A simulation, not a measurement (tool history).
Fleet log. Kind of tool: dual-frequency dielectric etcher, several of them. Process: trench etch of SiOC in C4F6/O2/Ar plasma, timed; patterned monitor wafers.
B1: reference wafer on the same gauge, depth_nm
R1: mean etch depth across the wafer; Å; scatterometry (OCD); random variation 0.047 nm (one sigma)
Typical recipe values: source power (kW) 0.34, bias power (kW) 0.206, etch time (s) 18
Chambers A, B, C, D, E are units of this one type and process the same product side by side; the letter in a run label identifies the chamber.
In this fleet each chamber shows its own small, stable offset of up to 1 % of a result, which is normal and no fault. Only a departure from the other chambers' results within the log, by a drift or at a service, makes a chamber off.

Run 1D, hour 7.9: usual settings; B1 39.597. Result: R1 368.51 Å.
Run 2E, hour 16.2: usual settings; B1 39.584. Result: R1 365.21 Å.
Run 3C, hour 23.6: usual settings; B1 39.59. Result: R1 365.09 Å.
Run 4B, hour 30.1: usual settings; B1 39.59. Result: R1 366.13 Å.
Run 5A, hour 37.7: usual settings; B1 39.561. Result: R1 367.89 Å.
Run 6D, hour 45.8: usual settings but source power (kW) 0.3, etch time (s) 20.5; B1 39.563. Result: R1 399.46 Å.
Run 7E, hour 49.7: usual settings but source power (kW) 0.3, etch time (s) 20.5; B1 39.553. Result: R1 396.48 Å.
Run 8A, hour 57.4: usual settings but source power (kW) 0.3, etch time (s) 20.5; B1 39.57. Result: R1 399.77 Å.
Run 9B, hour 61.8: usual settings but source power (kW) 0.3, etch time (s) 20.5; B1 39.556. Result: R1 396.76 Å.
At hour 66.8: chamber D: wet clean of the chamber.
Run 10C, hour 67.1: usual settings but source power (kW) 0.3, etch time (s) 20.5; B1 39.536. Result: R1 396.15 Å.
Run 11B, hour 74.2: usual settings; B1 39.528. Result: R1 365.99 Å.
At hour 77.6: chamber C: source power generator calibrated.
Run 12E, hour 78.6: usual settings; B1 39.535. Result: R1 364.21 Å.
Run 13D, hour 86.3: usual settings; B1 39.548. Result: R1 367.21 Å.
Run 14A, hour 91: usual settings; B1 39.547. Result: R1 368.54 Å.
Run 15C, hour 95.7: usual settings; B1 39.521. Result: R1 364.55 Å.
Run 16A, hour 101.7: usual settings but bias power (kW) 0.183; B1 39.524. Result: R1 354.28 Å.
Run 17C, hour 106.8: usual settings but bias power (kW) 0.183; B1 39.524. Result: R1 351.53 Å.
Run 18D, hour 111.1: usual settings but bias power (kW) 0.183; B1 39.513. Result: R1 353.82 Å.
Run 19B, hour 116.5: usual settings but bias power (kW) 0.183; B1 39.512. Result: R1 351.41 Å.
At hour 120.7: chamber E: wet clean of the chamber.
Run 20E, hour 123.8: usual settings but bias power (kW) 0.183; B1 39.498. Result: R1 351.55 Å.
Run 21D, hour 129.2: usual settings; B1 39.492. Result: R1 367.55 Å.
Run 22A, hour 138.1: usual settings; B1 39.489. Result: R1 367.47 Å.
Run 23E, hour 145.2: usual settings; B1 39.493. Result: R1 364.89 Å.
Run 24B, hour 150: usual settings; B1 39.494. Result: R1 364.49 Å.
Run 25C, hour 157.2: usual settings; B1 39.482. Result: R1 364.8 Å.
Run 26E, hour 162.1: usual settings; B1 39.487. Result: R1 364.11 Å.
Run 27A, hour 170.1: usual settings; B1 39.463. Result: R1 368.1 Å.
Run 28C, hour 175.7: usual settings; B1 39.467. Result: R1 364.07 Å.
Run 29D, hour 180.8: usual settings; B1 39.464. Result: R1 367.31 Å.
Run 30B, hour 189: usual settings; B1 39.457. Result: R1 364.43 Å.
Run 31B, hour 196.9: usual settings; B1 39.453. Result: R1 364.32 Å.
Run 32E, hour 202.2: usual settings; B1 39.441. Result: R1 364.44 Å.
Run 33A, hour 209.3: usual settings but bias power (kW) 0.18; B1 39.443. Result: R1 351.81 Å.
Run 34C, hour 217.9: usual settings but bias power (kW) 0.18; B1 39.438. Result: R1 348.86 Å.
At hour 220.7: chamber C: wet clean of the chamber.
At hour 224.2: chamber B: wet clean of the chamber.
Run 35D, hour 226.2: usual settings but bias power (kW) 0.18; B1 39.423. Result: R1 350.28 Å.
Run 36A, hour 232.3: usual settings but bias power (kW) 0.18; B1 39.411. Result: R1 351.29 Å.
Run 37D, hour 237.8: usual settings but bias power (kW) 0.18; B1 39.413. Result: R1 351.28 Å.
Run 38B, hour 242.4: usual settings but source power (kW) 0.3, bias power (kW) 0.162; B1 39.411. Result: R1 321.59 Å.
Run 39E, hour 248.9: usual settings but source power (kW) 0.3, bias power (kW) 0.162; B1 39.412. Result: R1 320.22 Å.
Run 40C, hour 257.8: usual settings but source power (kW) 0.3, bias power (kW) 0.162; B1 39.402. Result: R1 321.49 Å.
Run 41A, hour 264.6: usual settings but source power (kW) 0.3, bias power (kW) 0.162; B1 39.392. Result: R1 324.8 Å.

For the next run the whole fleet of 5 chambers uses the same settings. Give each chamber's results:
Run 42A, hour 271: usual settings but source power (kW) 0.29. Result: R1 ?.
Run 42B, hour 271: usual settings but source power (kW) 0.29. Result: R1 ?.
Run 42C, hour 271: usual settings but source power (kW) 0.29. Result: R1 ?.
Run 42D, hour 271: usual settings but source power (kW) 0.29. Result: R1 ?.
Run 42E, hour 271: usual settings but source power (kW) 0.29. Result: R1 ?.

run      R1
42A   345.9
42B  342.77
42C  342.19
42D  344.88
42E  342.28
